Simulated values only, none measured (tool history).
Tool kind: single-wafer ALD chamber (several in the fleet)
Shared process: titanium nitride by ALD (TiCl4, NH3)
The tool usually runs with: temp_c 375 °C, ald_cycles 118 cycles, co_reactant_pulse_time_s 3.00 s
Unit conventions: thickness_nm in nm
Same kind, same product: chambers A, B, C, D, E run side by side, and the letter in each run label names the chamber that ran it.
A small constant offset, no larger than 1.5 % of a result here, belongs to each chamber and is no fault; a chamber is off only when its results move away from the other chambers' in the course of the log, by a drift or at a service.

run   hour  temp_c  ald_cycles  co_reactant_pulse_time_s  read-back reference wafer on the same gauge, thickness_nm  thickness_nm
 1B    4.8     375         118                      3.00                                                     2.2718        2.6146
 2E   10.4     375         118                      3.00                                                     2.2714        2.6320
 3D   15.3     375         118                      3.00                                                     2.2694        2.5755
 4C   18.6     375         118                      3.00                                                     2.2693        2.5884
 5A   24.4     375         135                      3.65                                                     2.2710        2.9844
 6E   29.2     375         135                      3.65                                                     2.2704        3.0372
 7D   34.3     375         135                      3.65                                                     2.2684        2.9792
 8B   40.9     375         135                      3.65                                                     2.2681        3.0216
 9A   47.5     375         135                      3.65                                                     2.2674        2.9651
10C   53.4     375         118                      3.00                                                     2.2712        2.6043
11C   60.1     375         118                      3.00                                                     2.2679        2.5873
12B   65.8     375         118                      3.00                                                     2.2692        2.6046
13D   72.6     375         118                      3.00                                                     2.2695        2.5888
14E   79.2     375         118                      3.00                                                     2.2697        2.6234
15A   83.8     375         118                      3.00                                                     2.2693        2.5895
16D   89.5     375         118                      3.00                                                     2.2698        2.5731
17B   93.5     375         118                      3.00                                                     2.2696        2.6093
18A  100.1     375         118                      3.00                                                     2.2710        2.5658
19C  103.8     367         127                      3.00                                                     2.2697        2.7608
20E  108.1     367         127                      3.00                                                     2.2714        2.8080
21E  111.3     367         127                      3.00                                                     2.2702        2.7951
22C  116.5     367         127                      3.00                                                     2.2700        2.7635
23D  120.2     367         127                      3.00                                                     2.2705        2.7486
24B  124.4     375         118                      3.00                                                     2.2699        2.6145
25A  131.2     375         118                      3.00                                                     2.2692        2.5765
26B  135.7     375         118                      3.00                                                     2.2704        2.6149
27E  141.1     375         118                      3.00                                                     2.2695        2.6309
28A  147.8     375         118                      3.00                                                     2.2700        2.5762
29C  154.5     375         118                      3.00                                                     2.2686        2.5862
30D  160.8     375         118                      3.00                                                     2.2696        2.5709
31D  165.0     375         118                      3.00                                                     2.2700        2.5779
32A  169.6     375         118                      3.00                                                     2.2706        2.5735
33B  174.0     375         118                      3.00                                                     2.2709        2.6185
34C  178.1     375         118                      3.00                                                     2.2712        2.6015
35E  182.1     375         118                      4.16                                                     2.2698        2.6606
36E  185.8     375         118                      4.16                                                     2.2689        2.6740
37D  192.0     375         118                      4.16                                                     2.2708        2.6139
38C  198.5     375         118                      4.16                                                     2.2707        2.6388
39A  203.8     375         118                      4.16                                                     2.2693        2.6130
40B  208.8     375         118                      3.00                                                     2.2691        2.6257
41E  215.0     375         118                      3.00                                                     2.2701        2.6205

For the next run the whole fleet of 5 chambers uses the same settings. Give each chamber's results:
42A  220.0     365         118                      3.00                                                                        ?
42B  220.0     365         118                      3.00                                                                        ?
42C  220.0     365         118                      3.00                                                                        ?
42D  220.0     365         118                      3.00                                                                        ?
42E  220.0     365         118                      3.00                                                                        ?

run  thickness_nm
42A        2.5478
42B        2.5677
42C        2.5614
42D        2.5261
42E        2.6006
